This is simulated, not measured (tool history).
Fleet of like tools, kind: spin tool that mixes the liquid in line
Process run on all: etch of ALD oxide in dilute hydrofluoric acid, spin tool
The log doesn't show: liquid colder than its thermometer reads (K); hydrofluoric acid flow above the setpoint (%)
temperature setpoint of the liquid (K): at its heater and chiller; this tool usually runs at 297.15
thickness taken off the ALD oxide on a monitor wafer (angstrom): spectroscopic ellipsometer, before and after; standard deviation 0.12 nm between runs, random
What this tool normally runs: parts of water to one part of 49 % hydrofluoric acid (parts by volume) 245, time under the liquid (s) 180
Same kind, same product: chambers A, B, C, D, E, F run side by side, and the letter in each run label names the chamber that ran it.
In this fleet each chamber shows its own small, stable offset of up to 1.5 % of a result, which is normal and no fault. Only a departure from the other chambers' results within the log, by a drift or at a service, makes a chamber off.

run,hour,temperature setpoint of the liquid (K),parts of water to one part of 49 % hydrofluoric acid (parts by volume),time under the liquid (s),hours since the thermometer was replaced,hours since the hydrofluoric acid flow meter was replaced,"read-back film thickness of the ALD oxide reference wafer, read on the same gauge (nm)",thickness taken off the ALD oxide on a monitor wafer (angstrom)
1B,6.0,297.15,245,180,2452.3,356.6,120.01,138.120
2E,11.3,297.15,245,180,1294.6,160.3,120.03,139.970
# hour 12.8: chamber A: thermometer replaced
3A,15.2,297.15,245,180,2.4,992.3,120.03,141.090
4C,19.0,297.15,245,180,572.7,64.8,119.96,140.280
5F,22.0,297.15,245,180,433.5,977.6,120.01,139.620
6D,27.1,297.15,245,180,1289.6,1548.6,120.01,136.990
7A,32.4,297.15,245,180,19.6,1009.5,119.99,138.180
8D,38.0,297.15,245,180,1300.5,1559.5,120.01,138.330
9E,43.5,297.15,245,180,1326.8,192.5,119.99,139.790
10C,48.2,297.15,245,180,601.9,94.0,120.02,140.570
11B,54.2,297.15,245,180,2500.5,404.8,120.00,138.960
12F,57.6,297.15,190,180,469.1,1013.2,120.01,188.590
13C,62.8,297.15,190,180,616.5,108.6,119.98,194.810
14A,66.2,297.15,190,180,53.4,1043.3,120.03,190.840
15D,69.7,297.15,190,180,1332.2,1591.2,120.01,187.280
16B,74.3,297.15,190,180,2520.6,424.9,120.00,191.240
17F,78.7,297.15,190,180,490.2,1034.3,119.97,188.540
18E,84.9,295.15,245,130,1368.2,233.9,120.01,93.446
19F,90.0,295.15,245,130,501.5,1045.6,120.04,94.417
20C,94.7,295.15,245,130,648.4,140.5,120.00,93.112
21D,97.7,295.15,245,130,1360.2,1619.2,120.02,93.275
22B,103.4,295.15,245,130,2549.7,454.0,119.99,92.649
23E,109.0,295.15,245,130,1392.3,258.0,119.97,93.548
24A,115.4,297.15,245,180,102.6,1092.5,120.00,138.820
25F,120.9,297.15,245,180,532.4,1076.5,120.04,144.440
26B,126.8,297.15,245,180,2573.1,477.4,120.00,139.270
# hour 129.3: chamber D: hydrofluoric acid flow meter replaced
27C,132.5,297.15,245,180,686.2,178.3,119.99,140.110
28E,138.4,297.15,245,180,1421.7,287.4,120.02,138.790
29A,142.5,297.15,245,180,129.7,1119.6,119.99,138.770
30D,146.1,297.15,245,180,1408.6,16.9,119.99,137.270
31D,152.2,294.15,245,270,1414.7,23.0,120.04,184.940
32A,155.1,294.15,245,270,142.3,1132.2,120.01,185.870
33F,159.4,294.15,245,270,570.9,1115.0,119.94,197.980
34B,165.4,294.15,245,270,2611.7,516.0,119.99,185.710
35C,168.5,294.15,245,270,722.2,214.3,119.98,192.470
36E,172.2,294.15,245,270,1455.5,321.2,120.00,186.150
37F,176.3,297.15,245,180,587.8,1131.9,119.96,148.960
38D,182.3,302.15,320,180,1444.8,53.1,120.00,116.090
39A,186.2,302.15,320,180,173.4,1163.3,120.01,116.080
40C,190.5,302.15,320,180,744.2,236.3,120.01,117.330
41E,196.7,302.15,320,180,1480.0,345.7,119.98,116.300
42B,200.6,302.15,320,180,2646.9,551.2,120.03,115.220
43F,205.5,302.15,320,180,617.0,1161.1,120.06,128.020
44E,209.6,292.65,135,180,1492.9,358.6,119.96,241.750

Is one chamber off against the others, does the gauge drift, or is nothing wrong? If a chamber is off, say which, and what the likeliest cause is.

Little by little, chamber F moves away from the other chambers.
Cause: hydrofluoric acid flow above the setpoint (%) = 7.85.
It could be hard to tell apart here from: liquid hotter than its thermometer reads (K).

Chamber F could run next with any of the 4 candidate recipes listed below; each alters the usual settings, and their results appear as question marks. Which one brings its results back in line with what the other chambers deliver on the usual settings?
Maximum distance from the other chambers' mean on the usual settings for a result to count as in line: thickness taken off the ALD oxide on a monitor wafer (angstrom) 4.200
45F-1,214.3,297.15,245,165,,,,?
45F-2,214.3,297.15,245,195,,,,?
45F-3,214.3,297.15,250,180,,,,?
45F-4,214.3,297.15,240,180,,,,?

On the usual settings, the other chambers give on average: thickness taken off the ALD oxide on a monitor wafer (angstrom) 139.000
run,thickness taken off the ALD oxide on a monitor wafer (angstrom)
45F-1,138.960
45F-2,164.230
45F-3,147.910
45F-4,155.450
Change 45F-1 lands the chamber within the allowed miss of the other chambers.
